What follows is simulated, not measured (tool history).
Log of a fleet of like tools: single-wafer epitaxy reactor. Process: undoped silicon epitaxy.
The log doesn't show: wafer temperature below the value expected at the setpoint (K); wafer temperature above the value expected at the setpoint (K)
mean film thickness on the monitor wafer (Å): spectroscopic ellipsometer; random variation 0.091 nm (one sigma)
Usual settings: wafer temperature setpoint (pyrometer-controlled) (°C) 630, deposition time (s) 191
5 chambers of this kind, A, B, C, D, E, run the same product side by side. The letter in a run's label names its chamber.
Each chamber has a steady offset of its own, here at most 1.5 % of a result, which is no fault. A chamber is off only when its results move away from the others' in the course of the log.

| run | hour | wafer temperature setpoint (pyrometer-controlled) (°C) | deposition time (s) | hours since the last pyrometer calibration | read-back reference wafer on the same gauge, thickness_nm | mean film thickness on the monitor wafer (Å) |
|---|---|---|---|---|---|---|
| 1A | 10.6 | 630 | 191 | 465.2 | 18.702 | 205.79 |
| 2E | 21 | 630 | 191 | 1887.4 | 18.701 | 204.96 |
| 3B | 26.8 | 630 | 191 | 1789.4 | 18.713 | 208.38 |
| 4D | 32.9 | 630 | 191 | 739.5 | 18.701 | 206.8 |
| 5C | 43.2 | 630 | 191 | 762 | 18.677 | 206.19 |
| 6B | 53.7 | 630 | 191 | 1816.3 | 18.718 | 206.68 |
| 7C | 63.7 | 630 | 191 | 782.5 | 18.685 | 206.65 |
| 8D | 70.6 | 624 | 215 | 777.2 | 18.679 | 203.88 |
| 9A | 78.2 | 624 | 215 | 532.8 | 18.701 | 201.06 |
| 10E | 86.3 | 624 | 215 | 1952.7 | 18.681 | 202.2 |
| 11B | 92.6 | 624 | 215 | 1855.2 | 18.69 | 204.03 |
| 12E | 99.4 | 624 | 215 | 1965.8 | 18.698 | 200.97 |
| 13D | 108 | 630 | 191 | 814.6 | 18.7 | 207.53 |
| 14C | 117.5 | 630 | 191 | 836.3 | 18.688 | 206.5 |
| 15A | 124.2 | 630 | 191 | 578.8 | 18.714 | 204.37 |
| 16D | 129.7 | 630 | 191 | 836.3 | 18.698 | 207.13 |
| 17E | 136 | 630 | 191 | 2002.4 | 18.697 | 206.46 |
| 18B | 144.8 | 630 | 205 | 1907.4 | 18.712 | 224.28 |
| 19A | 155.5 | 630 | 205 | 610.1 | 18.692 | 220.27 |
|  | 162.2 | chamber E: pyrometer calibrated |
| 20C | 164.7 | 630 | 205 | 883.5 | 18.715 | 222.71 |
| 21C | 174.9 | 630 | 205 | 893.7 | 18.689 | 222.9 |
|  | 176.7 | chamber B: pyrometer calibrated |
| 22E | 181.4 | 630 | 205 | 19.3 | 18.698 | 231.01 |
| 23A | 186.6 | 630 | 191 | 641.2 | 18.699 | 205.62 |
| 24D | 194.1 | 630 | 191 | 900.7 | 18.712 | 206.84 |
| 25B | 203.1 | 630 | 191 | 26.4 | 18.708 | 207.67 |
| 26E | 211.5 | 630 | 191 | 49.4 | 18.688 | 216.5 |
| 27B | 218.2 | 630 | 191 | 41.5 | 18.715 | 207.94 |
| 28A | 228.8 | 630 | 191 | 683.4 | 18.685 | 204.99 |
| 29D | 239 | 624 | 213 | 945.6 | 18.689 | 201.05 |
| 30C | 249.9 | 624 | 213 | 968.7 | 18.705 | 201.8 |
| 31C | 256.6 | 624 | 213 | 975.4 | 18.695 | 203.33 |
| 32B | 263.1 | 624 | 213 | 86.4 | 18.716 | 203.7 |
| 33D | 268.6 | 624 | 213 | 975.2 | 18.711 | 201.68 |
| 34E | 274.6 | 635 | 191 | 112.5 | 18.679 | 240.49 |
| 35A | 285.5 | 635 | 191 | 740.1 | 18.702 | 229.54 |
| 36C | 296.6 | 635 | 191 | 1015.4 | 18.696 | 230.31 |
| 37D | 304 | 635 | 191 | 1010.6 | 18.704 | 231 |
| 38B | 314 | 635 | 191 | 137.3 | 18.712 | 232.92 |
| 39E | 323.5 | 630 | 191 | 161.4 | 18.677 | 214.86 |
| 40A | 332.4 | 630 | 191 | 787 | 18.687 | 202.69 |
| 41B | 341.7 | 630 | 191 | 165 | 18.705 | 207.85 |
| 42E | 349.3 | 630 | 191 | 187.2 | 18.7 | 217.1 |

Next, every chamber runs the same settings. What will each give?
| 43A | 357.3 | 630 | 191 |  |  | ? |
| 43B | 357.3 | 630 | 191 |  |  | ? |
| 43C | 357.3 | 630 | 191 |  |  | ? |
| 43D | 357.3 | 630 | 191 |  |  | ? |
| 43E | 357.3 | 630 | 191 |  |  | ? |

| run | mean film thickness on the monitor wafer (Å) |
|---|---|
| 43A | 204.54 |
| 43B | 208.79 |
| 43C | 205.74 |
| 43D | 208.57 |
| 43E | 213.83 |

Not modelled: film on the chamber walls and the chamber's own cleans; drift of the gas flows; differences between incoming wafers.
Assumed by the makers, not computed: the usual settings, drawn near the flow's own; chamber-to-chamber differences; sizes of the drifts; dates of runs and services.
